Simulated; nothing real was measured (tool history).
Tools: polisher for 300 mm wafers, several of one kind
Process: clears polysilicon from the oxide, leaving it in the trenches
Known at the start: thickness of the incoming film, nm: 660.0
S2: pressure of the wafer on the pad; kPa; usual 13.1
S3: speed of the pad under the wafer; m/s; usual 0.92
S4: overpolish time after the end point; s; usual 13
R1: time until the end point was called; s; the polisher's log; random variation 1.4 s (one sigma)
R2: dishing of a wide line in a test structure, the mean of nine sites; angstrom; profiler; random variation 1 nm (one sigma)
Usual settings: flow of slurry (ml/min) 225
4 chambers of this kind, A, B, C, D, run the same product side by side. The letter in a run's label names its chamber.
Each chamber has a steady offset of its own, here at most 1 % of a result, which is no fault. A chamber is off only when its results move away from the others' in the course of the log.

run 1D hour=11.2 | flow_of_slurry_(ml/min)=225 S2=13.1 S3=0.92 S4=13 | R1=76.839 R2=432.33
run 2C hour=23.8 | flow_of_slurry_(ml/min)=225 S2=13.1 S3=0.92 S4=13 | R1=77.11 R2=430.08
-- hour=35.7 chamber C: worn pad replaced by a new one
-- hour=36.1 chamber B: worn pad replaced by a new one
run 3A hour=37 | flow_of_slurry_(ml/min)=225 S2=13.1 S3=0.92 S4=13 | R1=78.084 R2=420.6
-- hour=37.9 chamber D: worn pad replaced by a new one
run 4B hour=47 | flow_of_slurry_(ml/min)=225 S2=13.1 S3=0.92 S4=13 | R1=75.741 R2=414.08
run 5D hour=58.1 | flow_of_slurry_(ml/min)=225 S2=13.1 S3=0.92 S4=13 | R1=76.367 R2=428.06
run 6C hour=66.7 | flow_of_slurry_(ml/min)=225 S2=13.1 S3=0.7 S4=13 | R1=99.223 R2=378.93
run 7A hour=81.5 | flow_of_slurry_(ml/min)=225 S2=13.1 S3=0.7 S4=13 | R1=98.215 R2=374.08
-- hour=81.8 chamber A: worn pad replaced by a new one
run 8B hour=96.6 | flow_of_slurry_(ml/min)=225 S2=13.1 S3=0.7 S4=13 | R1=103.2 R2=384.69
run 9B hour=111.3 | flow_of_slurry_(ml/min)=225 S2=13.1 S3=0.7 S4=13 | R1=102.63 R2=386.08
-- hour=117.5 chamber A: slurry nozzle cleaned
-- hour=118.3 chamber D: worn pad replaced by a new one
-- hour=119.9 chamber C: worn pad replaced by a new one
-- hour=122.4 chamber B: worn pad replaced by a new one
run 10D hour=123 | flow_of_slurry_(ml/min)=225 S2=13.1 S3=0.92 S4=13 | R1=76.266 R2=430.65
run 11C hour=135.9 | flow_of_slurry_(ml/min)=225 S2=13.1 S3=0.92 S4=13 | R1=74.787 R2=424.6
run 12A hour=150.9 | flow_of_slurry_(ml/min)=225 S2=13.1 S3=0.92 S4=13 | R1=75.296 R2=418.17
run 13B hour=161.8 | flow_of_slurry_(ml/min)=225 S2=13.1 S3=0.92 S4=5 | R1=77.142 R2=283.65
run 14C hour=172.2 | flow_of_slurry_(ml/min)=225 S2=13.1 S3=0.92 S4=5 | R1=74.654 R2=277.57
run 15A hour=181.6 | flow_of_slurry_(ml/min)=225 S2=13.1 S3=0.92 S4=5 | R1=77.164 R2=272.83
-- hour=183.9 chamber B: slurry nozzle cleaned
-- hour=186.1 chamber A: worn pad replaced by a new one
run 16D hour=195.3 | flow_of_slurry_(ml/min)=225 S2=13.1 S3=0.92 S4=5 | R1=75.526 R2=281.63
-- hour=201.8 chamber D: worn pad replaced by a new one
run 17D hour=203.6 | flow_of_slurry_(ml/min)=225 S2=13.1 S3=0.92 S4=13 | R1=78.667 R2=435.81
-- hour=214.5 chamber B: worn pad replaced by a new one
run 18B hour=215.4 | flow_of_slurry_(ml/min)=225 S2=13.1 S3=0.92 S4=13 | R1=77.547 R2=440.48
-- hour=222.8 chamber C: worn pad replaced by a new one
-- hour=223 chamber D: slurry nozzle cleaned
run 19C hour=229.2 | flow_of_slurry_(ml/min)=295 S2=13.1 S3=0.92 S4=7 | R1=76.116 R2=348.79
run 20A hour=238.4 | flow_of_slurry_(ml/min)=295 S2=13.1 S3=0.92 S4=7 | R1=72.754 R2=347.52
run 21D hour=247.6 | flow_of_slurry_(ml/min)=295 S2=13.1 S3=0.92 S4=7 | R1=74.212 R2=334.38
run 22B hour=257.9 | flow_of_slurry_(ml/min)=295 S2=13.1 S3=0.92 S4=7 | R1=74.305 R2=350.14
run 23C hour=266.4 | flow_of_slurry_(ml/min)=225 S2=13.1 S3=0.92 S4=13 | R1=81.331 R2=415.24
-- hour=272.7 chamber A: worn pad replaced by a new one
run 24A hour=273.8 | flow_of_slurry_(ml/min)=225 S2=13.1 S3=0.92 S4=13 | R1=74.398 R2=412.86
run 25C hour=281.4 | flow_of_slurry_(ml/min)=225 S2=15.9 S3=0.92 S4=7 | R1=65.643 R2=358.08
run 26D hour=288.3 | flow_of_slurry_(ml/min)=225 S2=15.9 S3=0.92 S4=7 | R1=61.838 R2=356.8
-- hour=288.4 chamber D: worn pad replaced by a new one
-- hour=296 chamber B: worn pad replaced by a new one
run 27A hour=300.2 | flow_of_slurry_(ml/min)=225 S2=15.9 S3=0.92 S4=7 | R1=62.998 R2=364.79
-- hour=307.8 chamber C: worn pad replaced by a new one
run 28B hour=315.3 | flow_of_slurry_(ml/min)=225 S2=15.9 S3=0.92 S4=7 | R1=64.911 R2=369.95
run 29A hour=329.9 | flow_of_slurry_(ml/min)=225 S2=13.1 S3=0.64 S4=5 | R1=110.41 R2=225.53
run 30C hour=336.5 | flow_of_slurry_(ml/min)=225 S2=13.1 S3=0.64 S4=5 | R1=116.43 R2=209.36
run 31B hour=348.4 | flow_of_slurry_(ml/min)=225 S2=13.1 S3=0.64 S4=5 | R1=113.34 R2=214.9
run 32D hour=361 | flow_of_slurry_(ml/min)=225 S2=13.1 S3=0.64 S4=5 | R1=111.37 R2=232.9
-- hour=362.3 chamber A: worn pad replaced by a new one
run 33C hour=370.4 | flow_of_slurry_(ml/min)=225 S2=13.1 S3=0.92 S4=9 | R1=82.648 R2=371.4
-- hour=375.6 chamber D: worn pad replaced by a new one
run 34A hour=385.4 | flow_of_slurry_(ml/min)=225 S2=13.1 S3=0.92 S4=9 | R1=74.587 R2=372.01
run 35B hour=395.4 | flow_of_slurry_(ml/min)=225 S2=13.1 S3=0.92 S4=9 | R1=75.729 R2=369.68
-- hour=399 chamber A: head pressure recalibrated
-- hour=402.1 chamber B: worn pad replaced by a new one
run 36D hour=402.4 | flow_of_slurry_(ml/min)=225 S2=13.1 S3=0.92 S4=9 | R1=75.717 R2=373.56
-- hour=405.5 chamber C: worn pad replaced by a new one
run 37B hour=411.4 | flow_of_slurry_(ml/min)=225 S2=13.1 S3=0.92 S4=13 | R1=79.851 R2=410.04
run 38A hour=422.7 | flow_of_slurry_(ml/min)=225 S2=13.1 S3=0.92 S4=13 | R1=76.434 R2=426.96
-- hour=437.2 chamber C: slurry nozzle cleaned
run 39D hour=437.7 | flow_of_slurry_(ml/min)=225 S2=13.1 S3=0.8 S4=13 | R1=88.449 R2=413.04
run 40C hour=451.9 | flow_of_slurry_(ml/min)=225 S2=13.1 S3=0.8 S4=13 | R1=97.48 R2=406.77
run 41C hour=465 | flow_of_slurry_(ml/min)=225 S2=13.1 S3=0.8 S4=13 | R1=101.36 R2=394.38

Is one chamber off against the others, does the gauge drift, or is nothing wrong? If a chamber is off, say which, and what the likeliest cause is.

Chamber C drifts away from the others.
Cause: head's pressure below its setpoint, % = 11.2.

Here are 4 candidates for chamber C's next run, each the usual settings with a change, their results left as question marks. Which one brings its results back in line with what the others give on the usual settings?
In line means no further than this from the other chambers' mean on the usual settings: R1 4.8 s; R2 35 angstrom
run 42C-1 hour=475.8 | flow_of_slurry_(ml/min)=225 S2=13.8 S3=0.96 S4=13 | R1=? R2=?
run 42C-2 hour=475.8 | flow_of_slurry_(ml/min)=220 S2=11.7 S3=0.82 S4=13 | R1=? R2=?
run 42C-3 hour=475.8 | flow_of_slurry_(ml/min)=230 S2=14.5 S3=1.02 S4=13 | R1=? R2=?
run 42C-4 hour=475.8 | flow_of_slurry_(ml/min)=225 S2=12.4 S3=0.88 S4=13 | R1=? R2=?

The other chambers' mean on the usual settings: R1 76.667 s; R2 420.54 angstrom
run=42C-1 R1=77.726 R2=418.28
run=42C-2 R1=106.81 R2=378.56
run=42C-3 R1=69.596 R2=428.94
run=42C-4 R1=93.942 R2=396.1
42C-1 brings the chamber back in line.
